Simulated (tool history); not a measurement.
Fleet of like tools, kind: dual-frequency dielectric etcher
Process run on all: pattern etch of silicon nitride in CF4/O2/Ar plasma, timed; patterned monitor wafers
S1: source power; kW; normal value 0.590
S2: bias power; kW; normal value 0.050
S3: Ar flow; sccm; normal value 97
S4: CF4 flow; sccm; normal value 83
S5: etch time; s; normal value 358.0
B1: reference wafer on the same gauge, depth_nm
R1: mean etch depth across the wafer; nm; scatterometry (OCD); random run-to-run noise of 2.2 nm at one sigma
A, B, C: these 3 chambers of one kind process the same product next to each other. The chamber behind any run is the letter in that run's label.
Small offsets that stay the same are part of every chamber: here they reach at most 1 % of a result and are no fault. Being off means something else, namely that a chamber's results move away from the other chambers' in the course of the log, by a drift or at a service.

run   hour     S1     S2  S3  S4     S5      B1      R1
 1B    3.5  0.590  0.050  97  83  358.0  724.61  771.74
 2A    9.2  0.590  0.050  97  83  358.0  724.05  768.10
 3C   13.3  0.590  0.050  97  83  358.0  724.53  781.12
 4B   18.6  0.590  0.050  97  83  358.0  723.78  763.05
 5C   22.5  0.590  0.050  97  83  358.0  724.07  776.42
 6A   28.4  0.590  0.050  97  83  358.0  723.70  773.12
 7B   31.8  0.590  0.050  97  83  358.0  723.71  767.73
 8C   34.8  0.590  0.050  97  83  358.0  723.64  774.99
 9A   39.8  0.590  0.050  97  83  358.0  723.69  772.87
      43.1  -- chamber B: wet clean of the chamber
10C   43.1  0.590  0.060  97  83  358.0  723.64  832.91
11A   47.2  0.590  0.060  97  83  358.0  723.40  828.85
12B   53.4  0.590  0.060  97  83  358.0  723.70  824.10
13C   58.0  0.590  0.050  97  83  358.0  723.97  777.58
14A   60.9  0.590  0.050  97  83  358.0  723.38  769.42
15B   64.6  0.520  0.050  97  83  446.5  723.99  857.65
16A   68.3  0.520  0.050  97  83  446.5  723.92  863.88
17C   73.7  0.520  0.050  97  83  446.5  723.78  868.66
18B   79.6  0.590  0.050  97  83  358.0  723.66  768.98
      82.9  -- chamber C: wet clean of the chamber
19C   84.0  0.590  0.050  97  83  358.0  724.34  781.09
20A   88.9  0.590  0.050  97  83  358.0  724.08  770.71
      91.8  -- chamber A: source power generator calibrated
21B   93.2  0.590  0.050  97  83  358.0  724.58  766.93
22B   97.4  0.590  0.050  97  83  358.0  724.46  763.61
23C  102.8  0.590  0.050  97  83  358.0  724.01  782.49
24A  107.8  0.590  0.050  97  83  358.0  724.30  757.61
25C  113.8  0.590  0.050  97  83  358.0  723.62  776.99
26B  119.4  0.590  0.050  97  83  358.0  723.94  766.76
27A  122.6  0.590  0.050  97  83  358.0  724.84  752.95
28A  126.1  0.590  0.050  97  83  358.0  723.92  758.08
29C  131.1  0.590  0.050  97  83  358.0  723.98  775.18
30B  135.2  0.590  0.050  97  83  358.0  723.61  768.49
31A  139.8  0.590  0.050  97  83  358.0  723.94  756.03
32C  144.3  0.590  0.050  97  83  358.0  724.08  777.05
33B  149.0  0.590  0.050  97  83  358.0  724.68  764.62
     149.3  -- chamber A: Ar flow controller replaced
34C  154.9  0.590  0.050  97  83  358.0  723.90  777.78
35B  158.7  0.590  0.050  97  83  358.0  723.87  768.76
36A  164.6  0.590  0.050  97  98  256.5  723.88  552.90
37C  169.5  0.590  0.050  97  98  256.5  724.03  569.96
38B  175.9  0.590  0.050  97  98  256.5  723.79  561.06

Each of the 3 chambers runs these same settings next. Fill in every chamber's results:
39A  180.5  0.590  0.050  97  83  358.0       ?
39B  180.5  0.590  0.050  97  83  358.0       ?
39C  180.5  0.590  0.050  97  83  358.0       ?

run      R1
39A  758.22
39B  764.15
39C  777.37

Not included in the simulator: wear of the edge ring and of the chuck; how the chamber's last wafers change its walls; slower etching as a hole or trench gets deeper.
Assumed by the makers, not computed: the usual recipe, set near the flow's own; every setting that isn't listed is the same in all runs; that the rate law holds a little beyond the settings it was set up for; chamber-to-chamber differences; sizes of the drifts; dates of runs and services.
